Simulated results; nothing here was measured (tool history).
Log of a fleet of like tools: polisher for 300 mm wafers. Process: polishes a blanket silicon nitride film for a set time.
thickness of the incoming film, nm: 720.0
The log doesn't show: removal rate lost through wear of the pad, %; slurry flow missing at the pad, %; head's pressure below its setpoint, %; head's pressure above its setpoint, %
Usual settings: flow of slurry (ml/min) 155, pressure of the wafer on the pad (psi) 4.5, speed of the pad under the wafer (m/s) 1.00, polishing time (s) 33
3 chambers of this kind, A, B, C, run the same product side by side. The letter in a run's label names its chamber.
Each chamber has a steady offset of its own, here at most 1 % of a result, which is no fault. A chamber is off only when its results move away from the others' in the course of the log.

| run | hour | flow of slurry (ml/min) | pressure of the wafer on the pad (psi) | speed of the pad under the wafer (m/s) | polishing time (s) | wafers polished on this pad | hours since the slurry nozzle was cleaned | hours since the head pressure was calibrated | film removed (Å) |
|---|---|---|---|---|---|---|---|---|---|
| 1A | 4.4 | 155 | 4.5 | 1.00 | 33 | 435 | 404.4 | 470.3 | 634.26 |
| 2B | 8.0 | 155 | 4.5 | 1.00 | 33 | 514 | 49.4 | 472.4 | 644.96 |
| 3C | 12.2 | 155 | 4.5 | 1.00 | 33 | 1194 | 174.1 | 272.8 | 633.43 |
| 4B | 15.8 | 155 | 4.5 | 1.00 | 33 | 616 | 57.2 | 480.2 | 647.58 |
| 5A | 19.3 | 155 | 4.5 | 1.00 | 33 | 630 | 419.3 | 485.2 | 635.07 |
| 6C | 21.8 | 155 | 4.5 | 1.00 | 33 | 1319 | 183.7 | 282.4 | 631.20 |
| 7C | 26.7 | 155 | 4.5 | 1.00 | 33 | 1384 | 188.6 | 287.3 | 636.85 |
| 8B | 29.3 | 155 | 4.5 | 1.00 | 33 | 793 | 70.7 | 493.7 | 640.02 |
|  | 32.6 | chamber C: worn pad replaced by a new one |
| 9A | 34.6 | 155 | 4.5 | 1.00 | 33 | 830 | 434.6 | 500.5 | 646.18 |
|  | 36.3 | chamber A: worn pad replaced by a new one |
| 10A | 37.7 | 155 | 4.5 | 1.00 | 33 | 18 | 437.7 | 503.6 | 633.79 |
| 11C | 42.5 | 155 | 4.5 | 1.00 | 33 | 130 | 204.4 | 303.1 | 634.54 |
|  | 45.7 | chamber B: worn pad replaced by a new one |
| 12B | 46.4 | 155 | 4.5 | 1.00 | 33 | 10 | 87.8 | 510.8 | 641.82 |
| 13A | 51.6 | 155 | 4.5 | 0.66 | 44 | 200 | 451.6 | 517.5 | 620.36 |
| 14B | 56.1 | 155 | 4.5 | 0.66 | 44 | 137 | 97.5 | 520.5 | 614.95 |
| 15C | 61.1 | 155 | 4.5 | 0.66 | 44 | 374 | 223.0 | 321.7 | 610.15 |
| 16C | 64.3 | 155 | 4.5 | 1.00 | 33 | 415 | 226.2 | 324.9 | 637.75 |
| 17B | 68.7 | 125 | 4.5 | 1.00 | 24 | 302 | 110.1 | 533.1 | 450.58 |
| 18A | 71.4 | 125 | 4.5 | 1.00 | 24 | 460 | 471.4 | 537.3 | 439.64 |
| 19B | 73.9 | 125 | 4.5 | 1.00 | 24 | 370 | 115.3 | 538.3 | 450.45 |
| 20A | 76.6 | 155 | 4.5 | 1.00 | 43 | 528 | 476.6 | 542.5 | 810.22 |
|  | 80.5 | chamber C: head pressure recalibrated |
| 21C | 81.3 | 155 | 4.5 | 1.00 | 43 | 638 | 243.2 | 0.9 | 813.14 |
| 22A | 84.1 | 155 | 4.5 | 1.00 | 43 | 626 | 484.1 | 550.0 | 811.43 |
| 23B | 87.2 | 155 | 4.5 | 1.00 | 33 | 545 | 128.6 | 551.6 | 641.33 |
| 24C | 91.5 | 155 | 4.5 | 1.00 | 33 | 772 | 253.4 | 11.1 | 626.21 |
| 25C | 94.8 | 155 | 4.5 | 1.00 | 33 | 815 | 256.7 | 14.4 | 633.36 |
| 26A | 97.7 | 155 | 4.5 | 1.00 | 33 | 804 | 497.7 | 563.6 | 606.37 |
| 27B | 102.0 | 155 | 4.5 | 1.00 | 33 | 739 | 143.4 | 566.4 | 650.51 |
|  | 103.9 | chamber A: worn pad replaced by a new one |
| 28B | 104.9 | 155 | 4.5 | 1.00 | 33 | 777 | 146.3 | 569.3 | 650.43 |
| 29A | 109.2 | 155 | 4.5 | 1.00 | 33 | 70 | 509.2 | 575.1 | 606.62 |
| 30C | 113.7 | 155 | 4.5 | 1.00 | 33 | 1063 | 275.6 | 33.3 | 635.12 |
|  | 115.3 | chamber B: worn pad replaced by a new one |
| 31B | 117.1 | 155 | 4.5 | 1.00 | 33 | 23 | 158.5 | 581.5 | 642.63 |
| 32C | 119.9 | 155 | 4.5 | 1.00 | 33 | 1144 | 281.8 | 39.5 | 631.95 |
| 33A | 124.8 | 155 | 4.5 | 1.00 | 33 | 274 | 524.8 | 590.7 | 594.95 |
| 34A | 127.8 | 155 | 4.5 | 1.00 | 33 | 314 | 527.8 | 593.7 | 589.35 |
| 35C | 132.2 | 155 | 4.5 | 1.00 | 33 | 1305 | 294.1 | 51.8 | 636.44 |

Next, every chamber runs the same settings. What will each give?
| 36A | 136.0 | 155 | 4.5 | 1.00 | 26 |  |  |  | ? |
| 36B | 136.0 | 155 | 4.5 | 1.00 | 26 |  |  |  | ? |
| 36C | 136.0 | 155 | 4.5 | 1.00 | 26 |  |  |  | ? |

| run | film removed (Å) |
|---|---|
| 36A | 463.45 |
| 36B | 502.16 |
| 36C | 499.57 |
